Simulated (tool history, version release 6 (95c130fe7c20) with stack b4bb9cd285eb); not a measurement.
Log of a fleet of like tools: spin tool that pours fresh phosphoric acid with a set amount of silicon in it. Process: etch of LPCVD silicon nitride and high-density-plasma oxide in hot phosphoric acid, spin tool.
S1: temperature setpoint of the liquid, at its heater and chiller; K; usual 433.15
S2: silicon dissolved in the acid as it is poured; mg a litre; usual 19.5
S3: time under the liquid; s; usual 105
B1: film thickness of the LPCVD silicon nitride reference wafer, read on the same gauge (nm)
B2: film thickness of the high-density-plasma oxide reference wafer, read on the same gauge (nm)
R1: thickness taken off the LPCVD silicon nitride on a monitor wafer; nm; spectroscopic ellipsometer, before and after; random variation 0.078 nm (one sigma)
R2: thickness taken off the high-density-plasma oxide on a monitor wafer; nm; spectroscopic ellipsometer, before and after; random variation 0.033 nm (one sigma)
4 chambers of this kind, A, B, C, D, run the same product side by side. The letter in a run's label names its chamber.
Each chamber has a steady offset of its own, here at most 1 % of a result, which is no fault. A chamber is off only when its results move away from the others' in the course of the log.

run	hour	S1	S2	S3	B1	B2	R1	R2
1B	7	433.15	19.5	105	110.02	90.002	9.0883	0.089624
2A	16.7	433.15	19.5	105	110	89.983	9.1429	0.20573
3C	25.1	433.15	19.5	105	109.99	90.024	8.9993	0.17209
4D	32.2	433.15	19.5	105	109.96	90.006	8.7149	0.1242
5D	44.2	433.15	19.5	105	109.97	89.942	8.9025	0.16683
6B	55.9	433.15	19.5	105	110	89.999	9.0375	0.19419
7C	64.8	433.15	19.5	105	109.98	89.989	8.9633	0.12972
8A	71.5	433.15	19.5	105	110	89.976	9.049	0.17162
9C	78.4	433.15	19.5	105	110.01	90.01	9.0387	0.15698
10D	90.7	433.15	19.5	105	109.99	90.045	8.7891	0.14182
11A	102.9	433.15	19.5	105	109.98	90.046	8.9634	0.12197
12B	115.2	433.15	19.5	105	109.98	90.031	9.1045	0.19931
13D	122.1	433.15	19.5	105	109.98	89.993	9.1374	0.19582
14B	131.2	433.15	19.5	105	109.98	89.972	8.9766	0.13024
# hour 131.5: chamber A: thermometer replaced
15C	140.9	433.15	5.5	75	110	90.047	6.5251	0.17953
16A	151.3	433.15	5.5	75	109.97	89.993	6.3508	0.14156
17D	161.1	433.15	5.5	75	109.98	90.028	6.5051	0.14509
18A	173.5	433.15	5.5	75	110	89.977	6.4263	0.20261
19C	181.7	433.15	19.5	105	109.97	89.973	9.0102	0.1303
20B	191.7	433.15	14	140	110.02	89.995	11.978	0.23527
21A	200	433.15	14	140	110.02	90.007	11.943	0.29037
22C	207.7	433.15	14	140	110.03	90.027	11.984	0.29468
23D	214.5	433.15	14	140	109.98	90.01	12.553	0.28745
24B	225.9	433.15	19.5	105	110	89.982	9.1137	0.16317

All 4 chambers run these settings next. Forecast each chamber's results:
25A	234.7	433.15	19.5	50			?	?
25B	234.7	433.15	19.5	50			?	?
25C	234.7	433.15	19.5	50			?	?
25D	234.7	433.15	19.5	50			?	?

run	R1	R2
25A	4.2751	0.082521
25B	4.2709	0.068081
25C	4.2309	0.071133
25D	4.472	0.11124

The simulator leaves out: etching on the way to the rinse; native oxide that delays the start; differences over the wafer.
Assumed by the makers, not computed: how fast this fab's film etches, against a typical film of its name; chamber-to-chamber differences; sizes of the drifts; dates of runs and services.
